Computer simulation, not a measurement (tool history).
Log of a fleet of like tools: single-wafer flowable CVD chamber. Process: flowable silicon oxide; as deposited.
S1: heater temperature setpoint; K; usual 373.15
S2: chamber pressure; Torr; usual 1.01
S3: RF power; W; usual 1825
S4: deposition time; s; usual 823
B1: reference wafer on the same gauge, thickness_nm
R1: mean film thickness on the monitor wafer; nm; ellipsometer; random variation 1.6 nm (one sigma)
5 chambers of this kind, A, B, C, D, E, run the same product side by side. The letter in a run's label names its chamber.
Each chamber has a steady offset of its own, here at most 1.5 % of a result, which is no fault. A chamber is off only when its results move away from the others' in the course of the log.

run,hour,S1,S2,S3,S4,B1,R1
1E,9.0,373.15,1.01,1825,823,776.22,657.54
2C,19.1,373.15,1.01,1825,823,775.93,653.54
3A,25.8,373.15,1.01,1825,823,776.44,657.32
# hour 32.9: chamber A: RF generator calibrated
4D,35.0,373.15,1.01,1825,823,775.73,654.98
5B,43.7,373.15,1.01,1825,823,776.06,649.26
6D,52.8,373.15,1.01,1825,823,776.33,658.71
7C,61.8,373.15,1.01,1825,823,776.39,650.29
8A,69.1,373.15,1.01,1825,823,775.88,657.10
9B,74.7,373.15,1.01,1825,823,775.95,649.98
10E,84.3,373.15,1.01,1825,823,775.98,658.63
# hour 92.2: chamber C: capacitance manometer re-zeroed and calibrated
11A,92.7,373.15,1.01,1825,823,775.88,659.38
12E,101.9,373.15,1.01,1825,823,776.01,654.47
13B,107.0,373.15,1.01,1825,823,776.10,651.67
14C,112.1,373.15,1.01,1825,823,775.80,650.52
15D,117.7,373.15,1.01,1825,823,776.05,655.05
16E,124.4,373.15,1.01,1825,823,775.72,657.37
17A,132.7,373.15,1.01,1825,823,776.15,658.64
18B,139.0,359.15,1.01,1955,823,775.87,1045.20
19C,148.2,359.15,1.01,1955,823,775.92,1037.60
20D,157.9,359.15,1.01,1955,823,775.59,1045.60
21A,166.3,359.15,1.01,1955,823,775.94,1039.50
22D,172.4,359.15,1.01,1955,823,776.17,1046.80
# hour 174.6: chamber B: capacitance manometer re-zeroed and calibrated
23C,183.1,373.15,1.01,1825,823,775.95,650.78
24E,193.8,373.15,1.01,1825,823,776.21,657.85
# hour 200.0: chamber C: thermocouple changed; heater temperature recalibrated
25B,203.1,373.15,1.01,1825,823,775.93,649.75
26C,209.5,373.15,1.01,2175,823,776.16,657.63
27B,214.4,373.15,1.01,2175,823,775.76,671.86
28A,223.2,373.15,1.01,2175,823,775.78,679.48
29D,228.2,373.15,1.01,2175,823,775.83,680.31
30E,237.6,373.15,1.01,2175,823,776.52,680.08
31A,248.0,373.15,1.01,1825,823,776.27,659.64
# hour 249.7: chamber E: RF generator calibrated
32B,257.5,373.15,1.01,1825,823,776.23,650.36
33C,263.0,373.15,1.01,1825,823,775.34,630.83
34E,273.8,365.15,1.01,2140,823,775.97,894.31
35D,283.1,365.15,1.01,2140,823,776.29,883.89
36B,291.0,365.15,1.01,2140,823,775.73,876.14
37D,296.3,365.15,1.01,2140,823,776.42,886.70
38A,307.0,365.15,1.01,2140,823,776.34,880.15
39C,312.2,373.15,1.01,1825,823,776.35,631.69

All 5 chambers run these settings next. Forecast each chamber's results:
40A,320.0,373.15,1.01,1965,823,,?
40B,320.0,373.15,1.01,1965,823,,?
40C,320.0,373.15,1.01,1965,823,,?
40D,320.0,373.15,1.01,1965,823,,?
40E,320.0,373.15,1.01,1965,823,,?

run,R1
40A,669.11
40B,659.18
40C,641.74
40D,665.88
40E,669.12
